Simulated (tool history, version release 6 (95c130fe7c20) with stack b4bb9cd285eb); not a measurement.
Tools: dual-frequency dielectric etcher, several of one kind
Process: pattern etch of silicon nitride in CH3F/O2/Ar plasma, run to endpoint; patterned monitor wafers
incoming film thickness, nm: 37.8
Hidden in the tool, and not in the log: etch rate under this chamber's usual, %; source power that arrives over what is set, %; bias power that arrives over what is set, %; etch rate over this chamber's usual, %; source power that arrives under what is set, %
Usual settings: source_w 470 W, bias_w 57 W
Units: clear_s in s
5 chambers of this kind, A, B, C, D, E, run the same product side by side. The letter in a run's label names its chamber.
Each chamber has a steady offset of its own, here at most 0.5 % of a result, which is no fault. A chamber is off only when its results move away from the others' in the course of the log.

run	hour	source_w	bias_w	hours since the last wet clean	hours since the last source power generator calibration	hours since the last bias power generator calibration	clear_s
# hour 5.5: chamber D: wet clean of the chamber
1C	15.1	470	57	418.2	374.3	3566.5	55.862
2D	23.8	470	57	18.3	301.2	2064.1	55.384
3A	31.7	470	57	91.8	2675.0	710.1	55.657
4E	38.9	470	57	267.3	2497.1	1628.8	55.788
5B	54.9	470	57	480.3	416.6	3715.2	55.243
6E	66.3	470	57	294.7	2524.5	1656.2	56.278
7C	79.1	470	57	482.2	438.3	3630.5	55.055
8B	90.0	470	57	515.4	451.7	3750.3	55.318
9A	100.8	580	47	160.9	2744.1	779.2	53.160
# hour 105.5: chamber B: wet clean of the chamber
# hour 112.5: chamber C: wet clean of the chamber
10D	114.9	580	47	109.4	392.3	2155.2	54.089
11E	130.9	580	47	359.3	2589.1	1720.8	54.610
12C	146.9	580	47	34.5	506.1	3698.3	53.601
13B	154.4	580	47	49.0	516.1	3814.7	54.027
14D	170.0	470	57	164.5	447.4	2210.3	55.451
15A	186.2	470	57	246.3	2829.5	864.6	55.602
16B	195.1	470	57	89.7	556.8	3855.4	55.298
17D	211.1	470	57	205.6	488.5	2251.4	55.616
18A	227.5	430	57	287.6	2870.8	905.9	56.831
19E	236.3	430	57	464.7	2694.5	1826.2	57.283
20C	252.9	430	57	140.5	612.1	3804.3	56.956
# hour 264.4: chamber E: wet clean of the chamber
21D	265.1	430	57	259.6	542.5	2305.4	57.215
22A	278.5	430	57	338.6	2921.8	956.9	57.689
23B	289.7	470	57	184.3	651.4	3950.0	55.269
24C	299.9	470	57	187.5	659.1	3851.3	55.405
25E	307.8	470	57	43.4	2766.0	1897.7	57.751
26D	324.5	390	57	319.0	601.9	2364.8	59.405
27B	336.2	390	57	230.8	697.9	3996.5	58.930
28C	345.3	390	57	232.9	704.5	3896.7	59.448
# hour 349.1: chamber C: bias power generator calibrated
29E	353.2	390	57	88.8	2811.4	1943.1	63.740
30A	368.9	390	57	429.0	3012.2	1047.3	59.134
31E	382.4	470	57	118.0	2840.6	1972.3	57.684
32C	397.7	470	57	285.3	756.9	48.6	54.800
33A	405.1	470	57	465.2	3048.4	1083.5	56.095
34B	419.5	470	57	314.1	781.2	4079.8	55.214

What goes on in this fleet: one chamber off, a drifting gauge, or nothing beyond the chambers' own small offsets? Name the chamber and the cause, if any.

A service left chamber E off against the others.
Cause: etch rate under this chamber's usual, % = 4.64.

Here are 4 candidates for chamber E's next run, each the usual settings with a change, their results left as question marks. Which one brings its results back in line with what the others give on the usual settings?
In line means no further than this from the other chambers' mean on the usual settings: clear_s 1.500 s
35E-1	431.4	600	57				?
35E-2	431.4	540	57				?
35E-3	431.4	470	47				?
35E-4	431.4	470	41				?

The other chambers' mean on the usual settings: clear_s 55.269 s
run	clear_s
35E-1	53.218
35E-2	55.456
35E-3	62.183
35E-4	64.770
35E-2 brings the chamber back in line.

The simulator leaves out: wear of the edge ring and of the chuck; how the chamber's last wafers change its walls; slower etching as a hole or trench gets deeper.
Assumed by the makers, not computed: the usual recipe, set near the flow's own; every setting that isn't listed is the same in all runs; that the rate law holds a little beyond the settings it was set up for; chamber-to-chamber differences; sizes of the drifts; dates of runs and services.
